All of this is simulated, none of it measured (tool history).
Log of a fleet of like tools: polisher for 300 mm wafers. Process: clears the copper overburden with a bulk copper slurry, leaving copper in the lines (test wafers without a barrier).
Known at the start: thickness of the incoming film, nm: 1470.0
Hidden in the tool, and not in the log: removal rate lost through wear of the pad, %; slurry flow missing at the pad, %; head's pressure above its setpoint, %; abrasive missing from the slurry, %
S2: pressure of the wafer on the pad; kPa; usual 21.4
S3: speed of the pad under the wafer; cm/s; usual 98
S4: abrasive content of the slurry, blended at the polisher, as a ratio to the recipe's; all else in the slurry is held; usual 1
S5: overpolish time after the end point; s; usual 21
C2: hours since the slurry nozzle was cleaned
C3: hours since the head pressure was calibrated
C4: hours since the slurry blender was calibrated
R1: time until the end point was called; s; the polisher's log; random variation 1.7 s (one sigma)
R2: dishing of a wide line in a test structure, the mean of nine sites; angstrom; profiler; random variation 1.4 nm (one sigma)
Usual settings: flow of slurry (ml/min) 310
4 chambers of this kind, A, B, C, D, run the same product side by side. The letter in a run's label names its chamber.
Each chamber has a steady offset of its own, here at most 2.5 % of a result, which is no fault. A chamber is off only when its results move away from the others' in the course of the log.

{"run": "1C", "hour": 7.5, "flow of slurry (ml/min)": 310, "S2": 21.4, "S3": 98, "S4": 1, "S5": 21, "wafers polished on this pad": 682, "C2": 128.1, "C3": 801.7, "C4": 76.4, "R1": 178.66, "R2": 827.01}
{"hour": 7.8, "done": "chamber D: worn pad replaced by a new one"}
{"run": "2D", "hour": 20.8, "flow of slurry (ml/min)": 310, "S2": 21.4, "S3": 98, "S4": 1, "S5": 21, "wafers polished on this pad": 77, "C2": 112.3, "C3": 580.2, "C4": 175.1, "R1": 180.64, "R2": 823.48}
{"run": "3B", "hour": 30.7, "flow of slurry (ml/min)": 310, "S2": 21.4, "S3": 98, "S4": 1, "S5": 21, "wafers polished on this pad": 483, "C2": 219.3, "C3": 1333.3, "C4": 97.9, "R1": 180.66, "R2": 862.67}
{"run": "4A", "hour": 43.6, "flow of slurry (ml/min)": 310, "S2": 21.4, "S3": 98, "S4": 1, "S5": 21, "wafers polished on this pad": 449, "C2": 384.7, "C3": 385.6, "C4": 430.4, "R1": 180.19, "R2": 862.35}
{"hour": 46.5, "done": "chamber A: worn pad replaced by a new one"}
{"hour": 46.8, "done": "chamber B: slurry nozzle cleaned"}
{"run": "5A", "hour": 50.5, "flow of slurry (ml/min)": 310, "S2": 21.4, "S3": 98, "S4": 1.15, "S5": 21, "wafers polished on this pad": 24, "C2": 391.6, "C3": 392.5, "C4": 437.3, "R1": 173, "R2": 866.83}
{"hour": 52.5, "done": "chamber D: slurry blender recalibrated"}
{"hour": 61.6, "done": "chamber A: slurry blender recalibrated"}
{"hour": 63.1, "done": "chamber B: head pressure recalibrated"}
{"run": "6B", "hour": 63.8, "flow of slurry (ml/min)": 310, "S2": 21.4, "S3": 98, "S4": 1.15, "S5": 21, "wafers polished on this pad": 681, "C2": 17, "C3": 0.8, "C4": 131, "R1": 178.15, "R2": 883.76}
{"run": "7C", "hour": 71.6, "flow of slurry (ml/min)": 310, "S2": 21.4, "S3": 98, "S4": 1.15, "S5": 21, "wafers polished on this pad": 1066, "C2": 192.2, "C3": 865.8, "C4": 140.5, "R1": 171.02, "R2": 835.62}
{"hour": 73.8, "done": "chamber B: worn pad replaced by a new one"}
{"hour": 75.8, "done": "chamber A: head pressure recalibrated"}
{"run": "8D", "hour": 82.6, "flow of slurry (ml/min)": 310, "S2": 21.4, "S3": 98, "S4": 1.15, "S5": 21, "wafers polished on this pad": 447, "C2": 174.1, "C3": 642, "C4": 30.2, "R1": 170.17, "R2": 913.75}
{"run": "9A", "hour": 93.2, "flow of slurry (ml/min)": 310, "S2": 24.1, "S3": 98, "S4": 0.75, "S5": 21, "wafers polished on this pad": 279, "C2": 434.3, "C3": 17.5, "C4": 31.6, "R1": 168, "R2": 905.46}
{"hour": 97.7, "done": "chamber B: slurry blender recalibrated"}
{"run": "10B", "hour": 102.3, "flow of slurry (ml/min)": 310, "S2": 24.1, "S3": 98, "S4": 0.75, "S5": 21, "wafers polished on this pad": 170, "C2": 55.5, "C3": 39.3, "C4": 4.7, "R1": 171.42, "R2": 907.39}
{"run": "11D", "hour": 112.7, "flow of slurry (ml/min)": 310, "S2": 24.1, "S3": 98, "S4": 0.75, "S5": 21, "wafers polished on this pad": 627, "C2": 204.2, "C3": 672.1, "C4": 60.3, "R1": 165.17, "R2": 926.81}
{"hour": 117.4, "done": "chamber C: worn pad replaced by a new one"}
{"hour": 119.6, "done": "chamber A: worn pad replaced by a new one"}
{"run": "12C", "hour": 128.0, "flow of slurry (ml/min)": 310, "S2": 24.1, "S3": 98, "S4": 0.75, "S5": 21, "wafers polished on this pad": 63, "C2": 248.6, "C3": 922.2, "C4": 196.9, "R1": 169.27, "R2": 852.43}
{"hour": 132.2, "done": "chamber C: head pressure recalibrated"}
{"hour": 134.9, "done": "chamber A: slurry nozzle cleaned"}
{"run": "13B", "hour": 141.6, "flow of slurry (ml/min)": 310, "S2": 21.4, "S3": 98, "S4": 1, "S5": 21, "wafers polished on this pad": 405, "C2": 94.8, "C3": 78.6, "C4": 44, "R1": 180.28, "R2": 881.6}
{"run": "14A", "hour": 156.3, "flow of slurry (ml/min)": 310, "S2": 21.4, "S3": 98, "S4": 1, "S5": 21, "wafers polished on this pad": 219, "C2": 21.4, "C3": 80.6, "C4": 94.7, "R1": 182.33, "R2": 864.75}
{"hour": 158.3, "done": "chamber D: worn pad replaced by a new one"}
{"run": "15D", "hour": 167.6, "flow of slurry (ml/min)": 380, "S2": 21.4, "S3": 98, "S4": 1, "S5": 21, "wafers polished on this pad": 56, "C2": 259.1, "C3": 727, "C4": 115.2, "R1": 169.13, "R2": 864.8}
{"run": "16C", "hour": 179.0, "flow of slurry (ml/min)": 380, "S2": 21.4, "S3": 98, "S4": 1, "S5": 21, "wafers polished on this pad": 368, "C2": 299.6, "C3": 46.9, "C4": 247.9, "R1": 172.98, "R2": 841.1}
{"run": "17B", "hour": 186.6, "flow of slurry (ml/min)": 380, "S2": 21.4, "S3": 98, "S4": 1, "S5": 21, "wafers polished on this pad": 674, "C2": 139.8, "C3": 123.6, "C4": 89, "R1": 179.24, "R2": 877.98}
{"hour": 196.9, "done": "chamber A: worn pad replaced by a new one"}
{"hour": 199.8, "done": "chamber B: worn pad replaced by a new one"}
{"run": "18C", "hour": 201.3, "flow of slurry (ml/min)": 380, "S2": 21.4, "S3": 98, "S4": 1, "S5": 21, "wafers polished on this pad": 501, "C2": 321.9, "C3": 69.2, "C4": 270.2, "R1": 176.42, "R2": 802.76}
{"run": "19D", "hour": 209.8, "flow of slurry (ml/min)": 310, "S2": 21.4, "S3": 98, "S4": 1, "S5": 21, "wafers polished on this pad": 308, "C2": 301.3, "C3": 769.2, "C4": 157.4, "R1": 171.39, "R2": 876.5}
{"run": "20A", "hour": 217.7, "flow of slurry (ml/min)": 310, "S2": 21.4, "S3": 98, "S4": 1, "S5": 21, "wafers polished on this pad": 124, "C2": 82.8, "C3": 142, "C4": 156.1, "R1": 179.03, "R2": 836.02}
{"run": "21D", "hour": 232.9, "flow of slurry (ml/min)": 310, "S2": 21.4, "S3": 98, "S4": 1, "S5": 21, "wafers polished on this pad": 446, "C2": 324.4, "C3": 792.3, "C4": 180.5, "R1": 169.78, "R2": 907.06}
{"run": "22A", "hour": 240.3, "flow of slurry (ml/min)": 310, "S2": 21.4, "S3": 70, "S4": 1, "S5": 21, "wafers polished on this pad": 259, "C2": 105.4, "C3": 164.6, "C4": 178.7, "R1": 253.04, "R2": 701.66}
{"hour": 254.6, "done": "chamber B: slurry nozzle cleaned"}
{"run": "23C", "hour": 255.6, "flow of slurry (ml/min)": 310, "S2": 21.4, "S3": 70, "S4": 1, "S5": 21, "wafers polished on this pad": 826, "C2": 376.2, "C3": 123.5, "C4": 324.5, "R1": 246.26, "R2": 683.75}
{"run": "24B", "hour": 266.1, "flow of slurry (ml/min)": 310, "S2": 21.4, "S3": 70, "S4": 1, "S5": 21, "wafers polished on this pad": 396, "C2": 11.6, "C3": 203.1, "C4": 168.5, "R1": 255.67, "R2": 714.27}
{"hour": 266.8, "done": "chamber B: slurry blender recalibrated"}
{"run": "25C", "hour": 280.9, "flow of slurry (ml/min)": 310, "S2": 21.4, "S3": 70, "S4": 1, "S5": 21, "wafers polished on this pad": 977, "C2": 401.5, "C3": 148.8, "C4": 349.8, "R1": 250.23, "R2": 675.26}
{"hour": 287.8, "done": "chamber A: worn pad replaced by a new one"}
{"run": "26A", "hour": 289.6, "flow of slurry (ml/min)": 310, "S2": 21.4, "S3": 98, "S4": 1, "S5": 21, "wafers polished on this pad": 10, "C2": 154.7, "C3": 213.9, "C4": 228, "R1": 178.1, "R2": 870.17}
{"hour": 290.6, "done": "chamber D: slurry blender recalibrated"}
{"run": "27B", "hour": 298.8, "flow of slurry (ml/min)": 310, "S2": 21.4, "S3": 98, "S4": 1, "S5": 21, "wafers polished on this pad": 592, "C2": 44.3, "C3": 235.8, "C4": 32.1, "R1": 179.89, "R2": 866.39}
{"hour": 306.4, "done": "chamber D: worn pad replaced by a new one"}
{"run": "28D", "hour": 306.4, "flow of slurry (ml/min)": 310, "S2": 21.4, "S3": 98, "S4": 1, "S5": 21, "wafers polished on this pad": 0, "C2": 397.9, "C3": 865.8, "C4": 15.8, "R1": 167.25, "R2": 908.16}

Next, every chamber runs the same settings. What will each give?
{"run": "29A", "hour": 317.5, "flow of slurry (ml/min)": 310, "S2": 21.4, "S3": 98, "S4": 1, "S5": 21, "R1": "?", "R2": "?"}
{"run": "29B", "hour": 317.5, "flow of slurry (ml/min)": 310, "S2": 21.4, "S3": 98, "S4": 1, "S5": 21, "R1": "?", "R2": "?"}
{"run": "29C", "hour": 317.5, "flow of slurry (ml/min)": 310, "S2": 21.4, "S3": 98, "S4": 1, "S5": 21, "R1": "?", "R2": "?"}
{"run": "29D", "hour": 317.5, "flow of slurry (ml/min)": 310, "S2": 21.4, "S3": 98, "S4": 1, "S5": 21, "R1": "?", "R2": "?"}

run=29A R1=179.36 R2=899.96
run=29B R1=180.07 R2=852.09
run=29C R1=181.01 R2=837.25
run=29D R1=161.42 R2=908.46
